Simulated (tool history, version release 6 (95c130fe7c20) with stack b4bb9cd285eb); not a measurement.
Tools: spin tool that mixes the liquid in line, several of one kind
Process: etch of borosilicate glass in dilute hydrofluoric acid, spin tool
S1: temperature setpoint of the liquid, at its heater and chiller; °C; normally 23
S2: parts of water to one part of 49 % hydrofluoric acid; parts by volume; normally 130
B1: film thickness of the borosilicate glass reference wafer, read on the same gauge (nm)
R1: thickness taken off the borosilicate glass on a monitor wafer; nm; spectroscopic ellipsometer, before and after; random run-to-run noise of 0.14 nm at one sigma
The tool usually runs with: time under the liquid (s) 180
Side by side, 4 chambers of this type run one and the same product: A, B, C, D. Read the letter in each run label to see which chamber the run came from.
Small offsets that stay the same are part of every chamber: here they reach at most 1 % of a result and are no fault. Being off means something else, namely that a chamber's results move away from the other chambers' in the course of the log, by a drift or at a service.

run 1A day=0.229 | S1=23 S2=130 time_under_the_liquid_(s)=180 | B1=130.03 | R1=21.188
run 2C day=0.438 | S1=23 S2=130 time_under_the_liquid_(s)=180 | B1=130.01 | R1=21.716
run 3D day=0.592 | S1=23 S2=130 time_under_the_liquid_(s)=180 | B1=130.01 | R1=21.482
run 4B day=0.825 | S1=23 S2=130 time_under_the_liquid_(s)=180 | B1=129.95 | R1=21.578
run 5A day=1.042 | S1=23 S2=130 time_under_the_liquid_(s)=180 | B1=130.02 | R1=21.498
run 6C day=1.246 | S1=23 S2=130 time_under_the_liquid_(s)=180 | B1=129.99 | R1=21.767
run 7D day=1.388 | S1=23 S2=130 time_under_the_liquid_(s)=180 | B1=129.98 | R1=22.007
-- day=1.458 chamber A: thermometer replaced
run 8B day=1.583 | S1=26.5 S2=130 time_under_the_liquid_(s)=280 | B1=129.96 | R1=38.344
run 9A day=1.821 | S1=26.5 S2=130 time_under_the_liquid_(s)=280 | B1=129.99 | R1=38.276
run 10D day=1.942 | S1=26.5 S2=130 time_under_the_liquid_(s)=280 | B1=130.02 | R1=40.031
run 11B day=2.129 | S1=26.5 S2=130 time_under_the_liquid_(s)=280 | B1=130.01 | R1=38.24
run 12C day=2.296 | S1=23 S2=130 time_under_the_liquid_(s)=180 | B1=129.99 | R1=21.539
run 13A day=2.421 | S1=23 S2=130 time_under_the_liquid_(s)=180 | B1=129.97 | R1=21.417
run 14D day=2.529 | S1=23 S2=130 time_under_the_liquid_(s)=180 | B1=129.97 | R1=22.492
run 15C day=2.762 | S1=23 S2=130 time_under_the_liquid_(s)=180 | B1=130.01 | R1=21.632
run 16B day=2.892 | S1=23 S2=130 time_under_the_liquid_(s)=180 | B1=130.03 | R1=21.465
run 17A day=3.071 | S1=23 S2=130 time_under_the_liquid_(s)=180 | B1=129.99 | R1=21.341
run 18D day=3.267 | S1=23 S2=130 time_under_the_liquid_(s)=240 | B1=130 | R1=30.212
run 19C day=3.475 | S1=23 S2=130 time_under_the_liquid_(s)=240 | B1=129.99 | R1=29.022
run 20B day=3.638 | S1=23 S2=130 time_under_the_liquid_(s)=240 | B1=130.04 | R1=29.18
run 21B day=3.779 | S1=23 S2=130 time_under_the_liquid_(s)=240 | B1=130.02 | R1=28.627
run 22C day=3.988 | S1=23 S2=130 time_under_the_liquid_(s)=180 | B1=129.99 | R1=21.498
run 23D day=4.192 | S1=23 S2=130 time_under_the_liquid_(s)=180 | B1=129.95 | R1=22.932
run 24A day=4.325 | S1=23 S2=130 time_under_the_liquid_(s)=180 | B1=130 | R1=21.299
run 25C day=4.504 | S1=23 S2=130 time_under_the_liquid_(s)=180 | B1=129.99 | R1=21.869
run 26B day=4.738 | S1=18.5 S2=80 time_under_the_liquid_(s)=180 | B1=130 | R1=31.33
-- day=4.829 chamber A: hydrofluoric acid flow meter replaced
run 27D day=4.879 | S1=18.5 S2=80 time_under_the_liquid_(s)=180 | B1=130.03 | R1=32.893
run 28A day=5.008 | S1=18.5 S2=80 time_under_the_liquid_(s)=180 | B1=129.99 | R1=30.349
run 29C day=5.125 | S1=18.5 S2=80 time_under_the_liquid_(s)=180 | B1=130 | R1=31.49
run 30A day=5.358 | S1=23 S2=130 time_under_the_liquid_(s)=180 | B1=129.98 | R1=21.559
run 31D day=5.5 | S1=18.5 S2=105 time_under_the_liquid_(s)=180 | B1=130.05 | R1=24.696
run 32B day=5.738 | S1=18.5 S2=105 time_under_the_liquid_(s)=180 | B1=130.01 | R1=22.933

Next, every chamber runs the same settings. What will each give?
run 33A day=5.917 | S1=23 S2=185 time_under_the_liquid_(s)=180 | R1=?
run 33B day=5.917 | S1=23 S2=185 time_under_the_liquid_(s)=180 | R1=?
run 33C day=5.917 | S1=23 S2=185 time_under_the_liquid_(s)=180 | R1=?
run 33D day=5.917 | S1=23 S2=185 time_under_the_liquid_(s)=180 | R1=?

run=33A R1=14.277
run=33B R1=14.335
run=33C R1=14.339
run=33D R1=15.754
